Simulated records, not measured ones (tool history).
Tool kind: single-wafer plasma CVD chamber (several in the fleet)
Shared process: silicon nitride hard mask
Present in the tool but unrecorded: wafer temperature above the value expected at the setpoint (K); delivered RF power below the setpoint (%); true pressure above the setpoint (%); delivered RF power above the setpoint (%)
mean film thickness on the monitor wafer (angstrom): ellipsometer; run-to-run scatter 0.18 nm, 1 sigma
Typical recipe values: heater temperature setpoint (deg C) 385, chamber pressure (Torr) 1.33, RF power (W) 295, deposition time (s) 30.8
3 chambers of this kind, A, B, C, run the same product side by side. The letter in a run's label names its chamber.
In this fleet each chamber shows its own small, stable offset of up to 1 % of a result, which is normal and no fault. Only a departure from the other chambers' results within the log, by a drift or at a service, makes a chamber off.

run     day  heater temperature setpoint (deg C)  chamber pressure (Torr)  RF power (W)  deposition time (s)  hours since the last thermocouple change  hours since the last RF generator calibration  hours since the last manometer calibration  read-back reference wafer on the same gauge, thickness_nm  mean film thickness on the monitor wafer (angstrom)
 1B   0.167                                  385                     1.33           295                 30.8                                    1671.3                                         1861.6                                       794.6                                                     37.891                                               333.84
 2A   0.517                                  385                     1.33           295                 30.8                                    2017.7                                          957.7                                      1460.5                                                     37.889                                               338.89
 3C   0.858                                  385                     1.33           295                 30.8                                     488.4                                          675.3                                       409.5                                                     37.913                                               337.81
 4C   1.154                                  385                     1.33           295                 30.8                                     495.5                                          682.4                                       416.6                                                     37.924                                               338.44
 5B   1.488                                  385                     1.33           295                 30.8                                      1703                                         1893.3                                       826.3                                                     37.894                                               332.97
 6A   1.812                                  385                     1.33           295                 30.8                                    2048.8                                          988.8                                      1491.6                                                       37.9                                               334.58
 7B   2.062                                  385                     1.33           295                 30.8                                    1716.8                                         1907.1                                       840.1                                                     37.893                                               334.12
 8A   2.321                                  385                     1.33           295                 30.8                                      2061                                           1001                                      1503.8                                                     37.932                                               336.31
 9C   2.508                                  385                     1.33           295                 30.8                                       528                                          714.9                                       449.1                                                     37.925                                               337.51
      2.738  -- chamber B: RF generator calibrated
10B   2.862                                  385                     1.33           295                 28.5                                      1736                                              3                                       859.3                                                     37.893                                               311.21
11A   3.033                                  385                     1.33           295                 28.5                                    2078.1                                         1018.1                                      1520.9                                                     37.882                                               310.99
      3.054  -- chamber C: RF generator calibrated
12C   3.358                                  385                     1.33           295                 28.5                                     548.4                                            7.3                                       469.5                                                     37.905                                               313.56
13C   3.583                                  385                     1.33           295                 30.8                                     553.8                                           12.7                                       474.9                                                     37.908                                               330.73
14A   3.921                                  385                     1.33           295                 30.8                                    2099.4                                         1039.4                                      1542.2                                                     37.939                                               335.79
15B   4.221                                  385                     1.63           295                   35                                    1768.6                                           35.6                                       891.9                                                     37.879                                               402.85
      4.467  -- chamber A: capacitance manometer re-zeroed and calibrated
16B   4.533                                  385                     1.63           295                   35                                    1776.1                                           43.1                                       899.4                                                     37.889                                               405.24
      4.708  -- chamber B: thermocouple changed; heater temperature recalibrated
17A   4.825                                  385                     1.63           295                   35                                    2121.1                                         1061.1                                         8.7                                                     37.873                                               402.15
18C   5.008                                  385                     1.33           295                 30.8                                       588                                           46.9                                       509.1                                                     37.922                                                333.6
19A   5.283                                  385                     1.33           295                 30.8                                    2132.1                                         1072.1                                        19.7                                                     37.914                                                336.5
20C   5.583                                  385                     1.33           295                 30.8                                     601.8                                           60.7                                       522.9                                                     37.871                                               338.86
21B   5.904                                  385                     1.33           295                 30.8                                      28.8                                             76                                       932.3                                                     37.866                                               336.24
22C   6.229                                  385                     1.33           295                 30.8                                     617.3                                           76.2                                       538.4                                                     37.864                                                334.1
23B    6.55                                  385                     1.33           295                 30.8                                      44.3                                           91.5                                       947.8                                                     37.905                                               332.07
24A   6.796                                  385                     1.33           295                 30.8                                    2168.4                                         1108.4                                          56                                                       37.9                                               336.12
25A   6.975                                  385                     1.33           295                 30.8                                    2172.7                                         1112.7                                        60.3                                                     37.902                                               335.34
26C     7.2                                  385                     1.33           295                 30.8                                     640.6                                           99.5                                       561.7                                                     37.935                                               337.23
27B   7.542                                  397                     1.45           295                 30.8                                      68.1                                          115.3                                       971.6                                                     37.905                                               342.31
28B   7.712                                  397                     1.45           295                 30.8                                      72.2                                          119.4                                       975.7                                                      37.92                                               342.61
29A   7.892                                  397                     1.45           295                 30.8                                    2194.7                                         1134.7                                        82.3                                                      37.92                                               343.45
30C   8.225                                  385                     1.33           295                 30.8                                     665.2                                          124.1                                       586.3                                                      37.89                                               339.18
31C   8.458                                  385                     1.33           295                 30.8                                     670.8                                          129.7                                       591.9                                                     37.924                                               335.42
32A   8.833                                  385                     1.33           295                 30.8                                    2217.3                                         1157.3                                       104.9                                                      37.93                                               335.51
33B   8.996                                  385                     1.33           295                 30.8                                       103                                          150.2                                      1006.5                                                     37.844                                               334.64
34B   9.271                                  385                     1.33           295                 30.8                                     109.6                                          156.8                                      1013.1                                                     37.945                                               332.74
35A   9.596                                  385                     1.33           295                 30.8                                    2235.6                                         1175.6                                       123.2                                                     37.914                                               335.38
36C   9.938                                  385                     1.33           295                 30.8                                     706.3                                          165.2                                       627.4                                                     37.867                                               338.03
37A  10.267                                  385                     1.33           295                 30.8                                    2251.7                                         1191.7                                       139.3                                                     37.855                                               336.47
     10.562  -- chamber A: thermocouple changed; heater temperature recalibrated
38C  10.633                                  385                     1.33           295                 30.8                                       723                                          181.9                                       644.1                                                     37.929                                               335.84
39B  10.942                                  385                     1.33           295                 30.8                                     149.7                                          196.9                                      1053.2                                                     37.897                                               335.03
40B  11.246                                  385                     1.33           295                 30.8                                       157                                          204.2                                      1060.5                                                     37.906                                               336.71
41C  11.525                                  385                     1.33           295                 30.8                                     744.4                                          203.3                                       665.5                                                     37.897                                               337.35
42A  11.888                                  385                     1.33           295                 30.8                                      31.8                                         1230.6                                       178.2                                                     37.913                                               336.24
43C  12.146                                  385                     1.08           270                 30.8                                     759.3                                          218.2                                       680.4                                                     37.949                                               299.79

Read the log: is a single chamber off, either drifting away or since a service, is the gauge that measures every chamber drifting, or is nothing wrong beyond small per-chamber offsets? Name any odd chamber and what most likely caused it.

No chamber is off and the gauge is stable; the differences are just each chamber's small, constant offset.
